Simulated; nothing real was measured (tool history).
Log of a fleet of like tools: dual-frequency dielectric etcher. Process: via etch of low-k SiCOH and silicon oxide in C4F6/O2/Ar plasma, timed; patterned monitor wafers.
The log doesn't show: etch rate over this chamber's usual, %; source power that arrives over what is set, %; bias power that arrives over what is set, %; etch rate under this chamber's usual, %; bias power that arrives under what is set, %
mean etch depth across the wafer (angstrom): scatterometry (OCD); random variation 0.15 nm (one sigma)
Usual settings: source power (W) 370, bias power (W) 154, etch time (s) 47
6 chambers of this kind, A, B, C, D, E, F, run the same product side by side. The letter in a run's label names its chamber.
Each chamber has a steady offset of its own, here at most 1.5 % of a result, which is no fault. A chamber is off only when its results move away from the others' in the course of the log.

| run | hour | source power (W) | bias power (W) | etch time (s) | hours since the last wet clean | hours since the last source power generator calibration | hours since the last bias power generator calibration | read-back reference wafer on the same gauge, depth_nm | mean etch depth across the wafer (angstrom) |
|---|---|---|---|---|---|---|---|---|---|
| 1D | 7.2 | 370 | 154 | 47 | 231.2 | 2099.2 | 1305.6 | 92.995 | 1116 |
| 2C | 20.3 | 370 | 154 | 47 | 69.2 | 264.7 | 2674.5 | 92.985 | 1123.8 |
| 3B | 36.6 | 370 | 154 | 47 | 128.4 | 794.6 | 349.5 | 92.968 | 1131 |
| 4A | 43.7 | 370 | 154 | 47 | 484.3 | 2296.2 | 1010.4 | 92.968 | 1139.4 |
| 5F | 53.6 | 370 | 154 | 47 | 359.8 | 2090.1 | 1308.3 | 92.951 | 1129.2 |
| 6E | 65.9 | 370 | 154 | 47 | 163.1 | 2996.9 | 509.8 | 92.904 | 1134.5 |
| 7F | 77.2 | 370 | 154 | 47 | 383.4 | 2113.7 | 1331.9 | 92.881 | 1130.3 |
| 8C | 93.4 | 370 | 154 | 47 | 142.3 | 337.8 | 2747.6 | 92.94 | 1122.7 |
| 9B | 103.9 | 370 | 154 | 47 | 195.7 | 861.9 | 416.8 | 92.899 | 1128.8 |
|  | 107.1 | chamber F: wet clean of the chamber |
| 10E | 119.3 | 410 | 154 | 59.5 | 216.5 | 3050.3 | 563.2 | 92.865 | 1495.2 |
| 11D | 130.8 | 410 | 154 | 59.5 | 354.8 | 2222.8 | 1429.2 | 92.871 | 1469.7 |
| 12A | 146.3 | 410 | 154 | 59.5 | 586.9 | 2398.8 | 1113 | 92.809 | 1503.9 |
| 13E | 154 | 410 | 154 | 59.5 | 251.2 | 3085 | 597.9 | 92.812 | 1496.9 |
| 14C | 169.7 | 410 | 154 | 59.5 | 218.6 | 414.1 | 2823.9 | 92.82 | 1479.9 |
|  | 180 | chamber C: bias power generator calibrated |
| 15B | 185.5 | 410 | 154 | 59.5 | 277.3 | 943.5 | 498.4 | 92.821 | 1482.8 |
| 16A | 199.6 | 370 | 188 | 59 | 640.2 | 2452.1 | 1166.3 | 92.801 | 1521.7 |
| 17F | 213.3 | 370 | 188 | 59 | 106.3 | 2249.8 | 1468 | 92.745 | 1506 |
|  | 215.8 | chamber A: wet clean of the chamber |
| 18D | 221.2 | 370 | 188 | 59 | 445.2 | 2313.2 | 1519.6 | 92.746 | 1486.6 |
| 19D | 230.9 | 370 | 188 | 59 | 454.9 | 2322.9 | 1529.3 | 92.72 | 1490.5 |
| 20E | 241.2 | 370 | 188 | 59 | 338.4 | 3172.2 | 685.1 | 92.72 | 1515.8 |
| 21B | 253.6 | 370 | 188 | 59 | 345.4 | 1011.6 | 566.5 | 92.719 | 1507.8 |
| 22A | 267.5 | 370 | 154 | 47 | 51.8 | 2520 | 1234.2 | 92.691 | 1139.1 |
| 23C | 278.1 | 370 | 154 | 47 | 327 | 522.5 | 98.1 | 92.705 | 1120 |
| 24F | 294.4 | 370 | 154 | 35 | 187.4 | 2330.9 | 1549.1 | 92.706 | 838.7 |
| 25C | 306.2 | 370 | 154 | 35 | 355.1 | 550.6 | 126.2 | 92.67 | 833.47 |
| 26F | 313.5 | 370 | 154 | 35 | 206.5 | 2350 | 1568.2 | 92.647 | 838.98 |
| 27A | 327.1 | 370 | 154 | 35 | 111.4 | 2579.6 | 1293.8 | 92.605 | 846.33 |
| 28E | 340.4 | 370 | 154 | 35 | 437.6 | 3271.4 | 784.3 | 92.607 | 842.6 |
|  | 351.2 | chamber D: wet clean of the chamber |
| 29D | 354.5 | 370 | 154 | 35 | 3.3 | 2446.5 | 1652.9 | 92.621 | 828.71 |
| 30B | 362.4 | 370 | 154 | 47 | 454.2 | 1120.4 | 675.3 | 92.586 | 1126.5 |
|  | 368.3 | chamber E: wet clean of the chamber |
| 31C | 372.9 | 370 | 154 | 47 | 421.8 | 617.3 | 192.9 | 92.585 | 1117.5 |
| 32B | 381.7 | 370 | 154 | 47 | 473.5 | 1139.7 | 694.6 | 92.567 | 1127.5 |
| 33D | 389.2 | 370 | 154 | 47 | 38 | 2481.2 | 1687.6 | 92.552 | 1109.6 |
| 34E | 405.4 | 370 | 154 | 47 | 37.1 | 3336.4 | 849.3 | 92.572 | 1129.2 |
| 35A | 416.5 | 370 | 154 | 47 | 200.8 | 2669 | 1383.2 | 92.51 | 1136.7 |
| 36F | 425.1 | 370 | 154 | 47 | 318.1 | 2461.6 | 1679.8 | 92.504 | 1126.3 |
| 37D | 436.5 | 370 | 154 | 47 | 85.3 | 2528.5 | 1734.9 | 92.505 | 1111.7 |
| 38B | 449.1 | 370 | 154 | 47 | 540.9 | 1207.1 | 762 | 92.508 | 1123.7 |

Next, every chamber runs the same settings. What will each give?
| 39A | 460.9 | 370 | 154 | 47 |  |  |  |  | ? |
| 39B | 460.9 | 370 | 154 | 47 |  |  |  |  | ? |
| 39C | 460.9 | 370 | 154 | 47 |  |  |  |  | ? |
| 39D | 460.9 | 370 | 154 | 47 |  |  |  |  | ? |
| 39E | 460.9 | 370 | 154 | 47 |  |  |  |  | ? |
| 39F | 460.9 | 370 | 154 | 47 |  |  |  |  | ? |

| run | mean etch depth across the wafer (angstrom) |
|---|---|
| 39A | 1132.9 |
| 39B | 1126.4 |
| 39C | 1117.2 |
| 39D | 1107.8 |
| 39E | 1132.7 |
| 39F | 1125.3 |

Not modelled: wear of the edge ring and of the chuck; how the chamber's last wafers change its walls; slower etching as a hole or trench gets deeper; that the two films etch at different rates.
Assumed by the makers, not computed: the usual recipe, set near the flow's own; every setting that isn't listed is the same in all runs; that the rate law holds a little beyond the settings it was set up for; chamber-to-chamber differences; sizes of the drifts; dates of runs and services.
